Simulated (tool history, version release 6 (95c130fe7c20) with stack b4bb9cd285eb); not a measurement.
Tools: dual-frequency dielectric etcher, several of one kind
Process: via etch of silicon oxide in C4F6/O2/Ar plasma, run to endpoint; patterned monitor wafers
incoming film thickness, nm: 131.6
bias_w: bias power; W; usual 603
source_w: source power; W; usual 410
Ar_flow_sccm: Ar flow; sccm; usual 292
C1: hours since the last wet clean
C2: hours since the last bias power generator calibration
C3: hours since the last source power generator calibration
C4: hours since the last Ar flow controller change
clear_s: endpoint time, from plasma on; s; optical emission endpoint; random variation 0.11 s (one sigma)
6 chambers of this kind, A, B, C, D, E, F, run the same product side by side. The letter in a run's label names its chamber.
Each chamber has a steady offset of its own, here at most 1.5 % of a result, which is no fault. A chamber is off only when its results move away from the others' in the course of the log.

run 1C hour=3.3 | bias_w=603 source_w=410 Ar_flow_sccm=292 | C1=62.5 C2=251.6 C3=67.1 C4=690.6 | clear_s=26.666
run 2D hour=8.5 | bias_w=603 source_w=410 Ar_flow_sccm=292 | C1=325.4 C2=1107.7 C3=540.2 C4=3629.9 | clear_s=27.038
run 3A hour=14.9 | bias_w=603 source_w=410 Ar_flow_sccm=292 | C1=454.3 C2=1709.2 C3=496.3 C4=1340.6 | clear_s=26.370
run 4F hour=19.8 | bias_w=603 source_w=410 Ar_flow_sccm=292 | C1=160.1 C2=354.6 C3=1228.6 C4=4197.3 | clear_s=26.405
run 5E hour=26.3 | bias_w=603 source_w=410 Ar_flow_sccm=292 | C1=302.2 C2=3844.9 C3=2698.5 C4=2032.4 | clear_s=26.506
run 6B hour=29.7 | bias_w=603 source_w=410 Ar_flow_sccm=292 | C1=282.0 C2=3879.8 C3=3123.2 C4=4570.1 | clear_s=26.944
run 7B hour=36.1 | bias_w=603 source_w=410 Ar_flow_sccm=292 | C1=288.4 C2=3886.2 C3=3129.6 C4=4576.5 | clear_s=26.990
run 8F hour=40.2 | bias_w=603 source_w=410 Ar_flow_sccm=292 | C1=180.5 C2=375.0 C3=1249.0 C4=4217.7 | clear_s=26.861
run 9C hour=44.4 | bias_w=603 source_w=410 Ar_flow_sccm=292 | C1=103.6 C2=292.7 C3=108.2 C4=731.7 | clear_s=26.778
run 10D hour=49.8 | bias_w=603 source_w=410 Ar_flow_sccm=292 | C1=366.7 C2=1149.0 C3=581.5 C4=3671.2 | clear_s=26.811
run 11E hour=53.8 | bias_w=603 source_w=410 Ar_flow_sccm=292 | C1=329.7 C2=3872.4 C3=2726.0 C4=2059.9 | clear_s=26.543
run 12A hour=60.0 | bias_w=603 source_w=410 Ar_flow_sccm=292 | C1=499.4 C2=1754.3 C3=541.4 C4=1385.7 | clear_s=26.578
run 13C hour=67.4 | bias_w=603 source_w=330 Ar_flow_sccm=292 | C1=126.6 C2=315.7 C3=131.2 C4=754.7 | clear_s=28.713
run 14F hour=70.7 | bias_w=603 source_w=330 Ar_flow_sccm=292 | C1=211.0 C2=405.5 C3=1279.5 C4=4248.2 | clear_s=28.834
run 15D hour=74.2 | bias_w=603 source_w=330 Ar_flow_sccm=292 | C1=391.1 C2=1173.4 C3=605.9 C4=3695.6 | clear_s=29.257
-- hour=79.7 chamber E: source power generator calibrated
run 16E hour=80.8 | bias_w=603 source_w=330 Ar_flow_sccm=292 | C1=356.7 C2=3899.4 C3=1.2 C4=2086.9 | clear_s=28.572
run 17A hour=87.9 | bias_w=603 source_w=330 Ar_flow_sccm=292 | C1=527.3 C2=1782.2 C3=569.3 C4=1413.6 | clear_s=28.634
run 18B hour=94.6 | bias_w=603 source_w=330 Ar_flow_sccm=292 | C1=346.9 C2=3944.7 C3=3188.1 C4=4635.0 | clear_s=28.890
-- hour=99.5 chamber A: wet clean of the chamber
run 19D hour=99.5 | bias_w=711 source_w=410 Ar_flow_sccm=345 | C1=416.4 C2=1198.7 C3=631.2 C4=3720.9 | clear_s=25.627
run 20A hour=106.4 | bias_w=711 source_w=410 Ar_flow_sccm=345 | C1=6.9 C2=1800.7 C3=587.8 C4=1432.1 | clear_s=25.356
run 21E hour=111.8 | bias_w=711 source_w=410 Ar_flow_sccm=345 | C1=387.7 C2=3930.4 C3=32.2 C4=2117.9 | clear_s=25.428
run 22F hour=118.4 | bias_w=711 source_w=410 Ar_flow_sccm=345 | C1=258.7 C2=453.2 C3=1327.2 C4=4295.9 | clear_s=25.420
run 23B hour=123.0 | bias_w=711 source_w=410 Ar_flow_sccm=345 | C1=375.3 C2=3973.1 C3=3216.5 C4=4663.4 | clear_s=25.657
run 24C hour=126.9 | bias_w=711 source_w=410 Ar_flow_sccm=345 | C1=186.1 C2=375.2 C3=190.7 C4=814.2 | clear_s=25.544
run 25C hour=130.8 | bias_w=603 source_w=410 Ar_flow_sccm=292 | C1=190.0 C2=379.1 C3=194.6 C4=818.1 | clear_s=26.780
run 26B hour=135.7 | bias_w=603 source_w=410 Ar_flow_sccm=292 | C1=388.0 C2=3985.8 C3=3229.2 C4=4676.1 | clear_s=27.162
run 27D hour=138.9 | bias_w=603 source_w=460 Ar_flow_sccm=292 | C1=455.8 C2=1238.1 C3=670.6 C4=3760.3 | clear_s=25.443
run 28F hour=145.0 | bias_w=603 source_w=460 Ar_flow_sccm=292 | C1=285.3 C2=479.8 C3=1353.8 C4=4322.5 | clear_s=25.557
run 29E hour=148.6 | bias_w=603 source_w=460 Ar_flow_sccm=292 | C1=424.5 C2=3967.2 C3=69.0 C4=2154.7 | clear_s=25.604
run 30A hour=154.4 | bias_w=603 source_w=460 Ar_flow_sccm=292 | C1=54.9 C2=1848.7 C3=635.8 C4=1480.1 | clear_s=25.578
run 31A hour=160.9 | bias_w=603 source_w=460 Ar_flow_sccm=292 | C1=61.4 C2=1855.2 C3=642.3 C4=1486.6 | clear_s=25.386
run 32D hour=165.3 | bias_w=603 source_w=460 Ar_flow_sccm=292 | C1=482.2 C2=1264.5 C3=697.0 C4=3786.7 | clear_s=25.057
run 33B hour=171.4 | bias_w=603 source_w=410 Ar_flow_sccm=292 | C1=423.7 C2=4021.5 C3=3264.9 C4=4711.8 | clear_s=26.902
run 34E hour=178.8 | bias_w=603 source_w=460 Ar_flow_sccm=252 | C1=454.7 C2=3997.4 C3=99.2 C4=2184.9 | clear_s=25.001
run 35C hour=186.0 | bias_w=603 source_w=460 Ar_flow_sccm=252 | C1=245.2 C2=434.3 C3=249.8 C4=873.3 | clear_s=25.144
run 36F hour=193.4 | bias_w=603 source_w=460 Ar_flow_sccm=252 | C1=333.7 C2=528.2 C3=1402.2 C4=4370.9 | clear_s=24.985
run 37A hour=200.3 | bias_w=603 source_w=460 Ar_flow_sccm=252 | C1=100.8 C2=1894.6 C3=681.7 C4=1526.0 | clear_s=24.991
run 38C hour=204.3 | bias_w=603 source_w=460 Ar_flow_sccm=252 | C1=263.5 C2=452.6 C3=268.1 C4=891.6 | clear_s=25.053

What goes on in this fleet: one chamber off, a drifting gauge, or nothing beyond the chambers' own small offsets? Name the chamber and the cause, if any.

Chamber D drifts away from the others.
Cause: etch rate over this chamber's usual, % = 4.05.

Here are 4 candidates for chamber D's next run, each the usual settings with a change, their results left as question marks. Which one brings its results back in line with what the others give on the usual settings?
In line means no further than this from the other chambers' mean on the usual settings: clear_s 0.400 s
run 39D-1 hour=209.7 | bias_w=623 source_w=420 Ar_flow_sccm=292 | clear_s=?
run 39D-2 hour=209.7 | bias_w=603 source_w=410 Ar_flow_sccm=190 | clear_s=?
run 39D-3 hour=209.7 | bias_w=530 source_w=410 Ar_flow_sccm=302 | clear_s=?
run 39D-4 hour=209.7 | bias_w=584 source_w=400 Ar_flow_sccm=295 | clear_s=?

The other chambers' mean on the usual settings: clear_s 26.653 s
run=39D-1 clear_s=25.505
run=39D-2 clear_s=24.852
run=39D-3 clear_s=27.496
run=39D-4 clear_s=26.662
39D-4 brings the chamber back in line.
